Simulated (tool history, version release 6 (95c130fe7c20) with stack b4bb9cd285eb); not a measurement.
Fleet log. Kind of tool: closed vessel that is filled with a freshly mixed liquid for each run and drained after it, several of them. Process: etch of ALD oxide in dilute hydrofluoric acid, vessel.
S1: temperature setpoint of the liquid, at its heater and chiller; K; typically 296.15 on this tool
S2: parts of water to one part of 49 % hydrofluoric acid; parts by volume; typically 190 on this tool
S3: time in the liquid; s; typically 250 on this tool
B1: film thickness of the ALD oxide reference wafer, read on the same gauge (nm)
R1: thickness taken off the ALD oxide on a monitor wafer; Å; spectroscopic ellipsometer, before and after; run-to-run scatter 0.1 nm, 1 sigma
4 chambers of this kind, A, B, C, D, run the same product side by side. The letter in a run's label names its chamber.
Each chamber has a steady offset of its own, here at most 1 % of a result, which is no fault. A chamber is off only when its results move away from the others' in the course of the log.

{"run": "1C", "hour": 10.6, "S1": 296.15, "S2": 190, "S3": 250, "B1": 140.0, "R1": 197.5}
{"run": "2A", "hour": 18.0, "S1": 296.15, "S2": 190, "S3": 250, "B1": 140.02, "R1": 193.18}
{"hour": 24.7, "done": "chamber C: hydrofluoric acid flow meter replaced"}
{"run": "3D", "hour": 25.4, "S1": 296.15, "S2": 190, "S3": 250, "B1": 140.03, "R1": 195.14}
{"run": "4B", "hour": 31.6, "S1": 296.15, "S2": 190, "S3": 250, "B1": 139.99, "R1": 193.66}
{"run": "5C", "hour": 41.6, "S1": 296.15, "S2": 190, "S3": 250, "B1": 140.04, "R1": 196.02}
{"run": "6D", "hour": 50.7, "S1": 296.15, "S2": 190, "S3": 250, "B1": 140.03, "R1": 193.26}
{"run": "7A", "hour": 60.9, "S1": 296.15, "S2": 190, "S3": 250, "B1": 140.01, "R1": 194.27}
{"run": "8B", "hour": 66.4, "S1": 296.15, "S2": 190, "S3": 250, "B1": 140.02, "R1": 192.79}
{"run": "9D", "hour": 71.8, "S1": 296.15, "S2": 190, "S3": 250, "B1": 140.0, "R1": 192.56}
{"run": "10A", "hour": 80.2, "S1": 296.15, "S2": 190, "S3": 250, "B1": 140.0, "R1": 194.2}
{"run": "11B", "hour": 85.7, "S1": 296.15, "S2": 190, "S3": 250, "B1": 140.04, "R1": 194.3}
{"run": "12C", "hour": 90.6, "S1": 296.15, "S2": 105, "S3": 115, "B1": 140.0, "R1": 178.43}
{"run": "13C", "hour": 98.5, "S1": 296.15, "S2": 105, "S3": 115, "B1": 139.96, "R1": 179.24}
{"run": "14D", "hour": 105.7, "S1": 296.15, "S2": 105, "S3": 115, "B1": 140.04, "R1": 176.53}
{"run": "15A", "hour": 110.7, "S1": 296.15, "S2": 105, "S3": 115, "B1": 140.05, "R1": 176.63}
{"run": "16B", "hour": 121.3, "S1": 297.65, "S2": 190, "S3": 250, "B1": 139.99, "R1": 205.8}
{"run": "17D", "hour": 128.3, "S1": 297.65, "S2": 190, "S3": 250, "B1": 140.0, "R1": 205.22}
{"run": "18B", "hour": 137.6, "S1": 297.65, "S2": 190, "S3": 250, "B1": 139.97, "R1": 207.1}
{"run": "19C", "hour": 148.0, "S1": 297.65, "S2": 190, "S3": 250, "B1": 140.0, "R1": 210.17}
{"run": "20A", "hour": 154.8, "S1": 296.15, "S2": 190, "S3": 250, "B1": 139.98, "R1": 197.62}
{"run": "21A", "hour": 163.5, "S1": 296.15, "S2": 190, "S3": 250, "B1": 140.03, "R1": 196.08}
{"run": "22B", "hour": 172.8, "S1": 296.15, "S2": 190, "S3": 250, "B1": 139.99, "R1": 195.19}
{"run": "23D", "hour": 178.0, "S1": 296.15, "S2": 190, "S3": 250, "B1": 139.97, "R1": 194.01}
{"run": "24C", "hour": 188.0, "S1": 296.15, "S2": 190, "S3": 190, "B1": 139.98, "R1": 148.54}
{"run": "25C", "hour": 196.3, "S1": 296.15, "S2": 190, "S3": 190, "B1": 140.02, "R1": 149.09}
{"run": "26D", "hour": 204.1, "S1": 296.15, "S2": 190, "S3": 190, "B1": 139.99, "R1": 146.3}
{"run": "27A", "hour": 214.0, "S1": 296.15, "S2": 190, "S3": 190, "B1": 140.03, "R1": 150.96}
{"run": "28B", "hour": 219.6, "S1": 296.15, "S2": 115, "S3": 150, "B1": 140.0, "R1": 210.48}
{"hour": 228.9, "done": "chamber B: hydrofluoric acid flow meter replaced"}
{"run": "29D", "hour": 228.9, "S1": 296.15, "S2": 115, "S3": 150, "B1": 140.04, "R1": 210.43}
{"run": "30B", "hour": 238.3, "S1": 296.15, "S2": 115, "S3": 150, "B1": 139.98, "R1": 212.21}
{"run": "31A", "hour": 248.0, "S1": 296.15, "S2": 115, "S3": 150, "B1": 140.08, "R1": 214.14}
{"hour": 248.3, "done": "chamber A: thermometer replaced"}
{"run": "32C", "hour": 256.7, "S1": 291.65, "S2": 245, "S3": 250, "B1": 140.0, "R1": 121.28}
{"hour": 262.7, "done": "chamber D: thermometer replaced"}
{"run": "33B", "hour": 265.5, "S1": 291.65, "S2": 245, "S3": 250, "B1": 139.95, "R1": 118.27}
{"run": "34D", "hour": 273.6, "S1": 291.65, "S2": 245, "S3": 250, "B1": 140.03, "R1": 118.93}
{"run": "35C", "hour": 284.7, "S1": 291.65, "S2": 245, "S3": 250, "B1": 139.93, "R1": 120.46}
{"run": "36A", "hour": 289.7, "S1": 296.15, "S2": 190, "S3": 250, "B1": 139.99, "R1": 200.62}
{"run": "37D", "hour": 298.2, "S1": 296.15, "S2": 190, "S3": 250, "B1": 140.0, "R1": 193.58}
{"run": "38B", "hour": 307.2, "S1": 296.15, "S2": 190, "S3": 250, "B1": 140.01, "R1": 193.04}
{"run": "39A", "hour": 315.5, "S1": 296.15, "S2": 190, "S3": 250, "B1": 139.97, "R1": 203.04}
{"run": "40C", "hour": 322.0, "S1": 296.15, "S2": 190, "S3": 250, "B1": 140.02, "R1": 195.25}

Read the log: is a single chamber off, either drifting away or since a service, is the gauge that measures every chamber drifting, or is nothing wrong beyond small per-chamber offsets? Name any odd chamber and what most likely caused it.

One chamber, A, drifts off from the rest bit by bit.
Most likely cause: hydrofluoric acid flow above the setpoint (%) = 4.55.

Which of the 4 candidates below, each the usual settings with something changed and its results left as question marks, puts chamber A back in line with what the other chambers give on the usual settings?
To be in line, a result may differ from the other chambers' mean on the usual settings by at most: R1 3.50 Å
{"run": "41A-1", "hour": 330.0, "S1": 296.15, "S2": 190, "S3": 255, "R1": "?"}
{"run": "41A-2", "hour": 330.0, "S1": 296.15, "S2": 190, "S3": 240, "R1": "?"}
{"run": "41A-3", "hour": 330.0, "S1": 296.15, "S2": 190, "S3": 245, "R1": "?"}
{"run": "41A-4", "hour": 330.0, "S1": 296.15, "S2": 185, "S3": 255, "R1": "?"}

Average result of the remaining chambers running the usual settings: R1 194.37 Å
run=41A-1 R1=207.59
run=41A-2 R1=195.38
run=41A-3 R1=199.45
run=41A-4 R1=214.23
It is 41A-2 that realigns the chamber with its peers.

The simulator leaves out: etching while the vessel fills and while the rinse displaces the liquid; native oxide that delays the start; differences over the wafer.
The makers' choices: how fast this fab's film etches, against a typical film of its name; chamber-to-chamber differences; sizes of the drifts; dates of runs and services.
